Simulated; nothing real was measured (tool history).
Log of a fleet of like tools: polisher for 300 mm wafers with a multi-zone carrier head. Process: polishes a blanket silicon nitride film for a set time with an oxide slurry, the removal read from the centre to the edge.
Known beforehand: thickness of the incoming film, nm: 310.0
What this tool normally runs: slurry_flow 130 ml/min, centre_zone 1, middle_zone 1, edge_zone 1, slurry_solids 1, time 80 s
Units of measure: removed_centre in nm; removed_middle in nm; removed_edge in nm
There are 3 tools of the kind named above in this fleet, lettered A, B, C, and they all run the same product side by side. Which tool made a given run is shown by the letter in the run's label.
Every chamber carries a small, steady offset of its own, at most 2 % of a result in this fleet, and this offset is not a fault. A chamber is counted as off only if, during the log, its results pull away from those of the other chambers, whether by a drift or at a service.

run	hour	slurry_flow	centre_zone	middle_zone	edge_zone	slurry_solids	time	removed_centre	removed_middle	removed_edge
1C	8.6	130	1	1	1	1	80	51.188	52.097	52.186
2B	18.2	130	1	1	1	1	80	52.198	52.041	51.511
# hour 20.1: chamber A: centre zone pressure recalibrated
3A	25.7	130	1	1	1	1	80	52.09	52.007	52.827
# hour 26.2: chamber B: worn pad replaced by a new one
4C	35.5	130	1	1	1	1	80	51.776	52.579	52.436
5A	45.4	130	1	1	1	1	80	52.007	52.153	52.118
6B	50.4	130	1	1	1	1	80	52.449	51.324	52.091
7A	57.8	130	1	1	1	1	80	53.118	52.375	52.484
8B	63.5	130	1	1	1	1	80	53.125	51.746	50.945
9C	70.4	130	1	1	1	1	80	51.96	52.532	52.968
10C	79.7	130	1	1	1	1	80	51.799	53.269	52.228
11B	89.2	130	1	1	1	1	80	53.06	50.993	51.028
12A	96.7	130	1	1	1	1	80	52.093	52.094	52.664
13B	102	130	1	1	1	1	80	53.707	50.866	51.89
14A	109.5	130	1	1	1	1	80	52.525	52.242	51.955
# hour 115.1: chamber C: centre zone pressure recalibrated
15C	118.4	130	1	1	1	1	80	52.2	52.439	52.859
16C	128	130	1	1	1	1	80	50.897	51.837	52.613
17B	136.3	130	1	1	1	1	80	52.356	51.696	50.953
18A	141.3	130	1	1	1	1	80	52.142	52.307	51.868
# hour 147.7: chamber A: worn pad replaced by a new one
19B	147.7	130	1	1	1	1	80	52.878	51.551	52.905
# hour 151.1: chamber A: slurry nozzle cleaned
# hour 151.2: chamber C: worn pad replaced by a new one
20A	156.3	130	1	1	1	1	80	52.145	52.733	51.744
# hour 160.2: chamber B: centre zone pressure recalibrated
21C	163.6	130	1	1	1	1	80	52.271	52.373	52.183
22C	170.5	130	1	1	1	1.3	80	58.309	58.882	58.836
23A	177.1	130	1	1	1	1.3	80	58.824	59.425	58.053
24B	184	130	1	1	1	1.3	80	59.501	57.006	57.799
# hour 184.4: chamber B: slurry nozzle cleaned
# hour 185.6: chamber B: worn pad replaced by a new one
25C	190.4	130	1	1	1	1	80	51.381	52.213	53.45
26B	197.1	130	1	1	1	1	80	53.173	52.025	52.028
27A	207.4	130	1	1.07	1	1.25	80	57.173	60.476	56.521
28B	214.4	130	1	1.07	1	1.25	80	58.417	60.939	57.449
29A	223.5	130	1	1.07	1	1.25	80	57.676	61.594	57.341
30C	233	130	1	1	1	1	80	51.426	53.115	53.174
31C	240.6	130	1	1	1	1	80	51.427	51.538	52.604
32B	247.8	130	1	1	0.89	1	90	59.475	60.018	56.442
# hour 256.3: chamber C: edge zone pressure recalibrated
33A	256.7	130	1	1	0.89	1	90	58.036	57.529	55.954
34A	263.5	130	1	1	0.89	1	90	59.624	58.813	55.369
35B	274.4	130	1	1	1	1	80	52.618	52.618	52.08
36C	282.9	130	1	1	1	1	80	51.651	52.084	52.778
37A	293.4	130	1	1	1	1	80	52.189	51.604	52.121
38C	301	130	1	1	1	1	80	52.049	52.157	52.855

Has any chamber moved away from the others, gradually or after a service, or does the common gauge drift, or do the chambers differ only by their own small steady offsets? State the chamber and the most likely cause if one applies.

Neither any chamber nor the gauge drifts; the chambers differ only by their own small, steady offsets.
